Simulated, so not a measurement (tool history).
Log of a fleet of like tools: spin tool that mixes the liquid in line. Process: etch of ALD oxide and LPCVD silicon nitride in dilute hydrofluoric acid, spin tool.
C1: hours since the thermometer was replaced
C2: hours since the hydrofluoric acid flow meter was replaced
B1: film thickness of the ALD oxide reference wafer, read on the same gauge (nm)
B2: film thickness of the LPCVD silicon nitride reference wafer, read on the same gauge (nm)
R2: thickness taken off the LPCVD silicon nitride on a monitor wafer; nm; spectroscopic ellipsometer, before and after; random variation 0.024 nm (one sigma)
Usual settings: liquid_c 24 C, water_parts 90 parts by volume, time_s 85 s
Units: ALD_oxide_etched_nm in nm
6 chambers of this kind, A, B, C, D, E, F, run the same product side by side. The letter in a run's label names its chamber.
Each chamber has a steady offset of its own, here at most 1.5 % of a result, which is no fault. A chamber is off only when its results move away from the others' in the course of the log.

{"run": "1A", "day": 0.183, "liquid_c": 24, "water_parts": 90, "time_s": 85, "C1": 1099.9, "C2": 1706.1, "B1": 59.983, "B2": 80.004, "ALD_oxide_etched_nm": 13.945, "R2": 0.41869}
{"run": "2B", "day": 0.438, "liquid_c": 24, "water_parts": 90, "time_s": 85, "C1": 3089, "C2": 450.2, "B1": 59.993, "B2": 80.003, "ALD_oxide_etched_nm": 13.837, "R2": 0.38426}
{"run": "3E", "day": 0.712, "liquid_c": 24, "water_parts": 90, "time_s": 85, "C1": 858.6, "C2": 526.6, "B1": 60.045, "B2": 79.994, "ALD_oxide_etched_nm": 13.767, "R2": 0.37208}
{"run": "4D", "day": 0.892, "liquid_c": 24, "water_parts": 90, "time_s": 85, "C1": 374.2, "C2": 584.2, "B1": 59.985, "B2": 80.003, "ALD_oxide_etched_nm": 13.86, "R2": 0.36354}
{"run": "5C", "day": 1.154, "liquid_c": 24, "water_parts": 90, "time_s": 85, "C1": 757.4, "C2": 124, "B1": 60.009, "B2": 79.998, "ALD_oxide_etched_nm": 13.817, "R2": 0.45651}
{"run": "6F", "day": 1.292, "liquid_c": 24, "water_parts": 130, "time_s": 85, "C1": 186.1, "C2": 1581.9, "B1": 59.982, "B2": 79.999, "ALD_oxide_etched_nm": 9.0892, "R2": 0.27756}
{"run": "7A", "day": 1.521, "liquid_c": 24, "water_parts": 130, "time_s": 85, "C1": 1132, "C2": 1738.2, "B1": 60.013, "B2": 80.005, "ALD_oxide_etched_nm": 9.1802, "R2": 0.2818}
{"run": "8D", "day": 1.679, "liquid_c": 24, "water_parts": 130, "time_s": 85, "C1": 393.1, "C2": 603.1, "B1": 60.022, "B2": 80.002, "ALD_oxide_etched_nm": 9.1144, "R2": 0.25957}
{"run": "9F", "day": 1.933, "liquid_c": 24, "water_parts": 130, "time_s": 85, "C1": 201.5, "C2": 1597.3, "B1": 60.018, "B2": 79.977, "ALD_oxide_etched_nm": 9.1005, "R2": 0.29813}
{"run": "10C", "day": 2.058, "liquid_c": 24, "water_parts": 130, "time_s": 85, "C1": 779.1, "C2": 145.7, "B1": 59.969, "B2": 79.999, "ALD_oxide_etched_nm": 9.0977, "R2": 0.2973}
{"run": "11E", "day": 2.225, "liquid_c": 24, "water_parts": 130, "time_s": 85, "C1": 894.9, "C2": 562.9, "B1": 59.996, "B2": 79.997, "ALD_oxide_etched_nm": 9.0445, "R2": 0.28486}
{"run": "12B", "day": 2.35, "liquid_c": 24, "water_parts": 90, "time_s": 85, "C1": 3134.9, "C2": 496.1, "B1": 59.995, "B2": 79.996, "ALD_oxide_etched_nm": 14.012, "R2": 0.45077}
{"day": 2.5, "done": "chamber B: thermometer replaced"}
{"run": "13D", "day": 2.629, "liquid_c": 24, "water_parts": 90, "time_s": 135, "C1": 415.9, "C2": 625.9, "B1": 60.033, "B2": 80.005, "ALD_oxide_etched_nm": 21.959, "R2": 0.70832}
{"run": "14C", "day": 2.804, "liquid_c": 24, "water_parts": 90, "time_s": 135, "C1": 797, "C2": 163.6, "B1": 60.024, "B2": 80, "ALD_oxide_etched_nm": 22.004, "R2": 0.6344}
{"run": "15A", "day": 3.088, "liquid_c": 24, "water_parts": 90, "time_s": 135, "C1": 1169.6, "C2": 1775.8, "B1": 60.013, "B2": 79.991, "ALD_oxide_etched_nm": 22.078, "R2": 0.67699}
{"run": "16E", "day": 3.333, "liquid_c": 24, "water_parts": 90, "time_s": 135, "C1": 921.5, "C2": 589.5, "B1": 60.028, "B2": 79.984, "ALD_oxide_etched_nm": 21.929, "R2": 0.68338}
{"run": "17F", "day": 3.55, "liquid_c": 24, "water_parts": 90, "time_s": 135, "C1": 240.3, "C2": 1636.1, "B1": 60.014, "B2": 80.009, "ALD_oxide_etched_nm": 21.919, "R2": 0.65838}
{"run": "18B", "day": 3.738, "liquid_c": 24, "water_parts": 90, "time_s": 135, "C1": 29.7, "C2": 529.4, "B1": 59.964, "B2": 79.983, "ALD_oxide_etched_nm": 22.012, "R2": 0.69738}
{"run": "19B", "day": 3.933, "liquid_c": 24, "water_parts": 90, "time_s": 85, "C1": 34.4, "C2": 534.1, "B1": 59.973, "B2": 79.982, "ALD_oxide_etched_nm": 13.845, "R2": 0.42685}
{"run": "20F", "day": 4.221, "liquid_c": 24, "water_parts": 90, "time_s": 85, "C1": 256.4, "C2": 1652.2, "B1": 60.001, "B2": 80.009, "ALD_oxide_etched_nm": 13.846, "R2": 0.38978}
{"run": "21E", "day": 4.496, "liquid_c": 24, "water_parts": 90, "time_s": 85, "C1": 949.4, "C2": 617.4, "B1": 59.987, "B2": 80.003, "ALD_oxide_etched_nm": 13.771, "R2": 0.42333}
{"run": "22A", "day": 4.642, "liquid_c": 24, "water_parts": 90, "time_s": 85, "C1": 1206.9, "C2": 1813.1, "B1": 60.018, "B2": 80.014, "ALD_oxide_etched_nm": 13.762, "R2": 0.42799}
{"run": "23D", "day": 4.792, "liquid_c": 24, "water_parts": 90, "time_s": 85, "C1": 467.8, "C2": 677.8, "B1": 60.012, "B2": 80.008, "ALD_oxide_etched_nm": 13.819, "R2": 0.38849}
{"run": "24C", "day": 4.962, "liquid_c": 24, "water_parts": 90, "time_s": 85, "C1": 848.8, "C2": 215.4, "B1": 60.028, "B2": 79.981, "ALD_oxide_etched_nm": 13.914, "R2": 0.45315}
{"run": "25D", "day": 5.117, "liquid_c": 24, "water_parts": 90, "time_s": 85, "C1": 475.6, "C2": 685.6, "B1": 59.988, "B2": 80.002, "ALD_oxide_etched_nm": 13.68, "R2": 0.41144}
{"run": "26F", "day": 5.362, "liquid_c": 24, "water_parts": 60, "time_s": 85, "C1": 283.8, "C2": 1679.6, "B1": 59.929, "B2": 79.967, "ALD_oxide_etched_nm": 21.699, "R2": 0.64403}
{"run": "27C", "day": 5.588, "liquid_c": 24, "water_parts": 60, "time_s": 85, "C1": 863.8, "C2": 230.4, "B1": 59.973, "B2": 80.006, "ALD_oxide_etched_nm": 21.59, "R2": 0.62785}
{"run": "28B", "day": 5.725, "liquid_c": 24, "water_parts": 60, "time_s": 85, "C1": 77.4, "C2": 577.1, "B1": 60.007, "B2": 79.981, "ALD_oxide_etched_nm": 21.627, "R2": 0.61006}
{"run": "29A", "day": 5.912, "liquid_c": 24, "water_parts": 60, "time_s": 85, "C1": 1237.4, "C2": 1843.6, "B1": 59.948, "B2": 80.005, "ALD_oxide_etched_nm": 21.478, "R2": 0.61871}
{"run": "30E", "day": 6.154, "liquid_c": 24, "water_parts": 60, "time_s": 85, "C1": 989.2, "C2": 657.2, "B1": 60.058, "B2": 80.018, "ALD_oxide_etched_nm": 21.716, "R2": 0.58899}
{"run": "31A", "day": 6.438, "liquid_c": 24, "water_parts": 60, "time_s": 85, "C1": 1250, "C2": 1856.2, "B1": 60.023, "B2": 80.003, "ALD_oxide_etched_nm": 21.481, "R2": 0.58887}
{"run": "32F", "day": 6.712, "liquid_c": 24, "water_parts": 90, "time_s": 85, "C1": 316.2, "C2": 1712, "B1": 60.021, "B2": 79.998, "ALD_oxide_etched_nm": 13.867, "R2": 0.38466}
{"run": "33D", "day": 6.929, "liquid_c": 24, "water_parts": 90, "time_s": 85, "C1": 519.1, "C2": 729.1, "B1": 60.002, "B2": 79.994, "ALD_oxide_etched_nm": 13.683, "R2": 0.42483}
{"run": "34C", "day": 7.121, "liquid_c": 24, "water_parts": 90, "time_s": 85, "C1": 900.6, "C2": 267.2, "B1": 59.997, "B2": 80.012, "ALD_oxide_etched_nm": 13.837, "R2": 0.4092}
{"run": "35B", "day": 7.362, "liquid_c": 24, "water_parts": 90, "time_s": 85, "C1": 116.7, "C2": 616.4, "B1": 60.009, "B2": 79.992, "ALD_oxide_etched_nm": 14.043, "R2": 0.38532}
{"run": "36E", "day": 7.562, "liquid_c": 24, "water_parts": 65, "time_s": 50, "C1": 1023, "C2": 691, "B1": 60.015, "B2": 80.028, "ALD_oxide_etched_nm": 11.688, "R2": 0.32747}
{"run": "37D", "day": 7.8, "liquid_c": 24, "water_parts": 65, "time_s": 50, "C1": 540, "C2": 750, "B1": 59.987, "B2": 79.985, "ALD_oxide_etched_nm": 11.55, "R2": 0.349}
{"run": "38F", "day": 8.058, "liquid_c": 24, "water_parts": 65, "time_s": 50, "C1": 348.5, "C2": 1744.3, "B1": 59.998, "B2": 80.023, "ALD_oxide_etched_nm": 11.609, "R2": 0.3065}
{"run": "39B", "day": 8.229, "liquid_c": 24, "water_parts": 65, "time_s": 50, "C1": 137.5, "C2": 637.2, "B1": 60.006, "B2": 80, "ALD_oxide_etched_nm": 11.635, "R2": 0.36528}

Is one chamber off against the others, does the gauge drift, or is nothing wrong? If a chamber is off, say which, and what the likeliest cause is.

No chamber stands off beyond its own small offset, and the gauge holds steady.
